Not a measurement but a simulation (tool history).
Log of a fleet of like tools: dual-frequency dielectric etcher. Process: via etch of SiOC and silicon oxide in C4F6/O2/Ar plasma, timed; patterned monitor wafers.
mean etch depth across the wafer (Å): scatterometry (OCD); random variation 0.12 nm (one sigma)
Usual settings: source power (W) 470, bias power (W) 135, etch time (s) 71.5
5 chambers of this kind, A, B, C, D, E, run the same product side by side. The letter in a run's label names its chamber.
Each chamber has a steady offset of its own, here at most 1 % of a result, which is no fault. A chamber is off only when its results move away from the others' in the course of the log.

| run | hour | source power (W) | bias power (W) | etch time (s) | read-back reference wafer on the same gauge, depth_nm | mean etch depth across the wafer (Å) |
|---|---|---|---|---|---|---|
| 1B | 3.1 | 470 | 135 | 71.5 | 94.346 | 781.73 |
| 2D | 5.8 | 470 | 135 | 71.5 | 94.344 | 779.96 |
| 3A | 11.3 | 470 | 135 | 71.5 | 94.363 | 789.47 |
| 4C | 15.0 | 470 | 135 | 71.5 | 94.323 | 783.53 |
|  | 17.2 | chamber B: wet clean of the chamber |
| 5E | 19.1 | 470 | 135 | 71.5 | 94.360 | 792.17 |
| 6B | 23.6 | 470 | 135 | 71.5 | 94.371 | 783.65 |
| 7D | 26.2 | 470 | 135 | 71.5 | 94.378 | 781.92 |
| 8A | 31.3 | 430 | 135 | 71.5 | 94.391 | 762.53 |
| 9E | 34.4 | 430 | 135 | 71.5 | 94.393 | 763.73 |
| 10C | 39.6 | 430 | 135 | 71.5 | 94.414 | 757.90 |
|  | 42.7 | chamber A: wet clean of the chamber |
| 11B | 43.7 | 430 | 135 | 71.5 | 94.455 | 755.84 |
| 12E | 46.7 | 430 | 135 | 71.5 | 94.462 | 763.08 |
| 13A | 52.2 | 470 | 135 | 71.5 | 94.488 | 789.59 |
| 14C | 57.8 | 470 | 135 | 71.5 | 94.484 | 783.37 |
| 15D | 62.2 | 470 | 135 | 71.5 | 94.524 | 783.77 |
| 16B | 65.7 | 470 | 135 | 86.5 | 94.533 | 947.98 |
| 17C | 70.3 | 470 | 135 | 86.5 | 94.518 | 947.89 |
| 18A | 72.9 | 470 | 135 | 86.5 | 94.497 | 957.98 |
| 19D | 77.3 | 470 | 135 | 86.5 | 94.524 | 947.05 |
| 20E | 81.3 | 470 | 135 | 86.5 | 94.559 | 959.34 |
| 21C | 83.8 | 470 | 135 | 71.5 | 94.575 | 784.85 |
| 22B | 89.2 | 470 | 135 | 71.5 | 94.597 | 782.35 |
| 23D | 93.7 | 470 | 135 | 71.5 | 94.622 | 784.85 |
| 24E | 97.4 | 470 | 135 | 71.5 | 94.596 | 793.02 |
| 25A | 102.7 | 470 | 135 | 71.5 | 94.612 | 792.87 |
| 26B | 107.8 | 470 | 135 | 71.5 | 94.698 | 784.45 |
| 27C | 111.0 | 470 | 135 | 71.5 | 94.649 | 785.85 |
| 28D | 113.6 | 470 | 119 | 71.5 | 94.699 | 756.93 |
| 29E | 118.1 | 470 | 119 | 71.5 | 94.654 | 765.03 |
| 30A | 122.1 | 470 | 119 | 71.5 | 94.689 | 763.61 |
| 31A | 127.9 | 470 | 119 | 71.5 | 94.744 | 765.79 |
| 32C | 132.5 | 470 | 119 | 71.5 | 94.773 | 756.80 |
| 33E | 135.4 | 470 | 135 | 71.5 | 94.764 | 792.78 |
| 34D | 141.0 | 470 | 135 | 71.5 | 94.727 | 785.69 |
| 35B | 143.6 | 470 | 135 | 71.5 | 94.751 | 785.45 |
| 36C | 148.1 | 400 | 135 | 71.5 | 94.782 | 738.12 |
| 37A | 151.9 | 400 | 135 | 71.5 | 94.808 | 744.06 |
| 38B | 157.6 | 400 | 135 | 71.5 | 94.844 | 736.50 |
| 39E | 160.4 | 400 | 135 | 71.5 | 94.808 | 745.10 |
| 40D | 164.8 | 400 | 135 | 71.5 | 94.785 | 737.42 |
| 41A | 167.8 | 470 | 135 | 71.5 | 94.830 | 795.72 |
| 42D | 171.0 | 470 | 135 | 71.5 | 94.834 | 786.84 |
| 43E | 175.1 | 470 | 135 | 71.5 | 94.908 | 795.48 |
| 44C | 177.9 | 470 | 135 | 71.5 | 94.920 | 788.58 |

Is one chamber off against the others, does the gauge drift, or is nothing wrong? If a chamber is off, say which, and what the likeliest cause is.

The gauge drifts, so all chambers seem to drift together. No chamber is off.
Cause: gauge reads high (%) = 0.634.

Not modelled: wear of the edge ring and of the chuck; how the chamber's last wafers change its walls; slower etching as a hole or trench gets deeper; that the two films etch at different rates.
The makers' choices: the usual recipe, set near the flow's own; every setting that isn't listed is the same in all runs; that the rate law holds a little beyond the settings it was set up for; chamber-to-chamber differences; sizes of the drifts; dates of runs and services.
